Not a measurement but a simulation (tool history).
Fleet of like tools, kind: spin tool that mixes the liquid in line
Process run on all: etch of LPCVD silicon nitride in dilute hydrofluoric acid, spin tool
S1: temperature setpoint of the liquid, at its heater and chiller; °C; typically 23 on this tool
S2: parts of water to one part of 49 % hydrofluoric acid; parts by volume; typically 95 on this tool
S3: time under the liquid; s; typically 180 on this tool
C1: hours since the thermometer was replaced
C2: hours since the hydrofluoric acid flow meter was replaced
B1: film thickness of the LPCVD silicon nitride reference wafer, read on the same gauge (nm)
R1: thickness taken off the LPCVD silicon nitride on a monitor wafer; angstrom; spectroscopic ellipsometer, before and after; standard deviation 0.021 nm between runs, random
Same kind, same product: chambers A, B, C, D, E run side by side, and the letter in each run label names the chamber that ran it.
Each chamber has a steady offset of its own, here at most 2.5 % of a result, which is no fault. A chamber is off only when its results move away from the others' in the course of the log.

run,hour,S1,S2,S3,C1,C2,B1,R1
1C,2.2,23,95,180,1016.5,691.6,30.02,8.3723
2B,5.8,23,95,180,320.6,387.2,30.007,8.1695
3E,8.1,23,95,180,2387.9,263.7,29.967,8.1888
4A,11.4,23,95,180,575.6,305.9,30.006,8.3808
5D,16.4,23,95,180,526.7,1564.3,30.04,8.5055
6C,21.1,23,75,250,1035.4,710.5,30.018,13.865
7E,23.8,23,75,250,2403.6,279.4,29.996,14.728
8B,26.2,23,75,250,341,407.6,30.044,14.213
9D,29.1,23,75,250,539.4,1577,30.013,14.368
10A,32,23,75,250,596.2,326.5,30.004,14.522
11C,36.9,23,95,180,1051.2,726.3,30.01,7.8296
12D,40,23,95,180,550.3,1587.9,30.028,8.5821
13B,43,19.5,60,180,357.8,424.4,29.984,10.875
14E,45.3,19.5,60,180,2425.1,300.9,30.006,10.256
15A,50.5,19.5,60,180,614.7,345,30.004,10.12
16D,53.5,19.5,60,180,563.8,1601.4,29.99,10.38
17C,58.4,19.5,60,180,1072.7,747.8,29.989,10.135
18E,62.1,23,95,180,2441.9,317.7,30.011,8.1772
19B,66.6,23,95,180,381.4,448,29.997,8.3422
20A,70.6,23,95,180,634.8,365.1,30.002,7.9006
21C,74.3,23,95,180,1088.6,763.7,29.978,8.2836
22E,79.1,23,95,180,2458.9,334.7,30.01,8.3689
23B,82.6,23,95,180,397.4,464,30.011,8.6924
24A,86.7,23,95,180,650.9,381.2,30.018,8.2614
25D,91,23,95,180,601.3,1638.9,29.973,7.5876
26C,94.2,23,95,180,1108.5,783.6,29.987,8.1902
27E,98.5,23,95,180,2478.3,354.1,29.997,8.3011
28A,103.4,23,95,180,667.6,397.9,30.023,8.3002
29B,107.5,23,95,180,422.3,488.9,30.003,8.2587
30D,112.3,23,95,180,622.6,1660.2,29.99,8.0203
31D,115.4,23,95,180,625.7,1663.3,29.997,7.591
32B,117.9,23,95,180,432.7,499.3,29.985,8.4298
33C,122.8,23,95,180,1137.1,812.2,29.995,7.7289
34E,127.5,23,95,180,2507.3,383.1,30.012,8.1852
35A,131.1,23,125,265,695.3,425.6,30.034,9.4959
36A,135.9,23,125,265,700.1,430.4,29.974,9.4794
37C,140.6,23,125,265,1154.9,830,30.029,8.7589
38E,145.2,23,125,265,2525,400.8,29.973,9.5845
39D,149.8,23,125,265,660.1,1697.7,29.999,8.023

Predict what each chamber gives when all 5 of them run the settings below next.
40A,153.5,18.5,95,180,,,,?
40B,153.5,18.5,95,180,,,,?
40C,153.5,18.5,95,180,,,,?
40D,153.5,18.5,95,180,,,,?
40E,153.5,18.5,95,180,,,,?

run,R1
40A,5.8543
40B,6.0932
40C,5.936
40D,5.3484
40E,6.2452
